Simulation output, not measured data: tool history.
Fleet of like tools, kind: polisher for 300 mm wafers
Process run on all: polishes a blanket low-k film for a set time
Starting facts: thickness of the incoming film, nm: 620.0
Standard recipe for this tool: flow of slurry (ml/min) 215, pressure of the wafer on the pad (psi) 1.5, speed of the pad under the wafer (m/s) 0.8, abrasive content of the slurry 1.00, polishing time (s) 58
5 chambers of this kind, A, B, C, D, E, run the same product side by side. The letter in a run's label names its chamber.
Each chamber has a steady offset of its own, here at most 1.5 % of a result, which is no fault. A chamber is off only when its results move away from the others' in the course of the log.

run,hour,flow of slurry (ml/min),pressure of the wafer on the pad (psi),speed of the pad under the wafer (m/s),abrasive content of the slurry,polishing time (s),wafers polished on this pad,hours since the slurry nozzle was cleaned,hours since the head pressure was calibrated,hours since the slurry blender was calibrated,hours since the conditioning disc was replaced,film removed (angstrom)
# hour 3.3: chamber A: worn pad replaced by a new one
1D,10.1,215,1.5,0.8,1.00,58,169,265.3,113.4,119.1,92.0,171.17
2E,16.2,215,1.5,0.8,1.00,58,206,218.9,1327.8,131.1,277.7,168.37
3B,28.4,215,1.5,0.8,1.00,58,877,87.3,443.0,298.4,274.4,171.56
# hour 30.6: chamber C: worn pad replaced by a new one
# hour 37.2: chamber E: conditioning disc replaced and pad reconditioned
4C,40.1,215,1.5,0.8,1.00,58,53,271.3,43.5,283.6,191.6,168.84
5A,48.2,215,1.5,0.8,1.00,58,250,801.6,1288.9,53.0,219.9,172.72
6A,59.9,215,1.5,0.8,1.00,58,315,813.3,1300.6,64.7,231.6,171.53
# hour 61.7: chamber A: head pressure recalibrated
7C,69.6,215,1.5,0.8,1.00,58,217,300.8,73.0,313.1,221.1,169.94
8D,76.1,215,1.5,0.8,1.00,58,537,331.3,179.4,185.1,158.0,162.94
# hour 85.7: chamber B: worn pad replaced by a new one
9B,86.3,215,1.5,0.8,1.00,58,3,145.2,500.9,356.3,332.3,173.20
10E,92.7,215,1.5,0.8,1.00,58,633,295.4,1404.3,207.6,55.6,169.05
# hour 98.1: chamber D: slurry blender recalibrated
11E,99.8,215,1.5,0.8,1.25,58,672,302.5,1411.4,214.7,62.7,188.96
12C,106.7,215,1.5,0.8,1.25,58,424,337.9,110.1,350.2,258.2,187.26
13B,116.5,215,1.5,0.8,1.25,58,172,175.4,531.1,386.5,362.5,188.64
# hour 122.2: chamber C: slurry blender recalibrated
14D,122.3,215,1.5,0.8,1.25,58,795,377.5,225.6,24.2,204.2,181.69
15A,131.8,215,1.5,0.8,1.25,58,716,885.2,70.1,136.6,303.5,187.61
# hour 135.1: chamber C: slurry nozzle cleaned
# hour 139.1: chamber B: head pressure recalibrated
16D,139.6,215,1.5,0.8,1.00,58,891,394.8,242.9,41.5,221.5,167.72
17A,149.4,215,1.5,0.8,1.00,58,815,902.8,87.7,154.2,321.1,170.13
# hour 152.2: chamber C: worn pad replaced by a new one
18C,156.0,215,1.5,0.8,1.00,58,21,20.9,159.4,33.8,307.5,171.80
# hour 164.5: chamber A: slurry blender recalibrated
# hour 164.7: chamber A: slurry nozzle cleaned
19E,166.2,215,1.5,0.8,1.00,58,1043,368.9,1477.8,281.1,129.1,171.77
20B,171.9,215,1.5,0.8,1.00,58,481,230.8,32.9,441.9,417.9,162.33
# hour 174.9: chamber E: slurry blender recalibrated
# hour 177.6: chamber C: conditioning disc replaced and pad reconditioned
# hour 181.2: chamber B: conditioning disc replaced and pad reconditioned
21C,181.5,215,1.5,0.8,1.00,58,163,46.4,184.9,59.3,3.9,170.48
# hour 186.3: chamber D: worn pad replaced by a new one
22D,190.4,215,1.5,0.8,1.00,58,22,445.6,293.7,92.3,272.3,170.25
23A,198.5,275,1.5,0.8,1.00,51,1088,33.8,136.8,34.1,370.2,152.03
# hour 201.6: chamber A: worn pad replaced by a new one
24E,206.3,275,1.5,0.8,1.00,51,1267,409.0,1517.9,31.4,169.2,152.08
# hour 208.9: chamber B: slurry nozzle cleaned
25B,211.7,275,1.5,0.8,1.00,51,703,2.9,72.7,481.7,30.6,145.39
# hour 213.8: chamber E: worn pad replaced by a new one
26E,218.2,275,1.5,0.8,1.00,51,24,420.9,1529.8,43.3,181.1,153.59
# hour 219.9: chamber A: conditioning disc replaced and pad reconditioned
27D,223.6,275,1.5,0.8,1.00,51,208,478.8,326.9,125.5,305.5,151.49
28C,232.9,215,1.5,0.8,1.00,58,450,97.8,236.3,110.7,55.3,171.43
29B,244.3,215,1.5,0.8,1.00,58,884,35.5,105.3,514.3,63.2,151.88
# hour 248.4: chamber C: worn pad replaced by a new one
30A,254.7,215,1.9,0.8,1.00,49,296,90.0,193.0,90.3,34.8,179.54
31A,265.5,215,1.9,0.8,1.00,49,356,100.8,203.8,101.1,45.6,186.19
# hour 271.2: chamber D: conditioning disc replaced and pad reconditioned
# hour 272.6: chamber D: slurry blender recalibrated
32B,273.5,215,1.9,0.8,1.00,49,1047,64.7,134.5,543.5,92.4,159.15
33C,280.5,215,1.9,0.8,1.00,49,179,145.4,283.9,158.3,102.9,184.37
34D,287.4,215,1.9,0.8,1.00,49,564,542.6,390.7,14.8,16.3,181.13
35E,299.5,215,1.5,0.8,1.00,58,478,502.2,1611.1,124.6,262.4,166.42
36B,306.0,215,1.5,0.8,1.00,58,1229,97.2,167.0,576.0,124.9,145.07

Has any chamber moved away from the others, gradually or after a service, or does the common gauge drift, or do the chambers differ only by their own small steady offsets? State the chamber and the most likely cause if one applies.

Little by little, chamber B moves away from the other chambers.
Most likely cause: abrasive missing from the slurry, % = 29.4.
The log may not tell that from: removal rate lost through wear of the pad, %.

Which of the 4 candidates below, each the usual settings with something changed and its results left as question marks, puts chamber B back in line with what the other chambers give on the usual settings?
Counts as in line when no further than this from what the other chambers average on the usual settings: film removed (angstrom) 7.00
37B-1,314.8,215,1.6,0.84,1.00,61,,,,,,?
37B-2,314.8,215,1.5,0.80,1.00,42,,,,,,?
37B-3,314.8,215,1.4,0.76,1.00,55,,,,,,?
37B-4,314.8,220,1.7,0.88,1.05,64,,,,,,?

Usual-settings mean across the other chambers: film removed (angstrom) 169.64
run,film removed (angstrom)
37B-1,167.72
37B-2,104.03
37B-3,121.93
37B-4,199.88
It is 37B-1 that realigns the chamber with its peers.
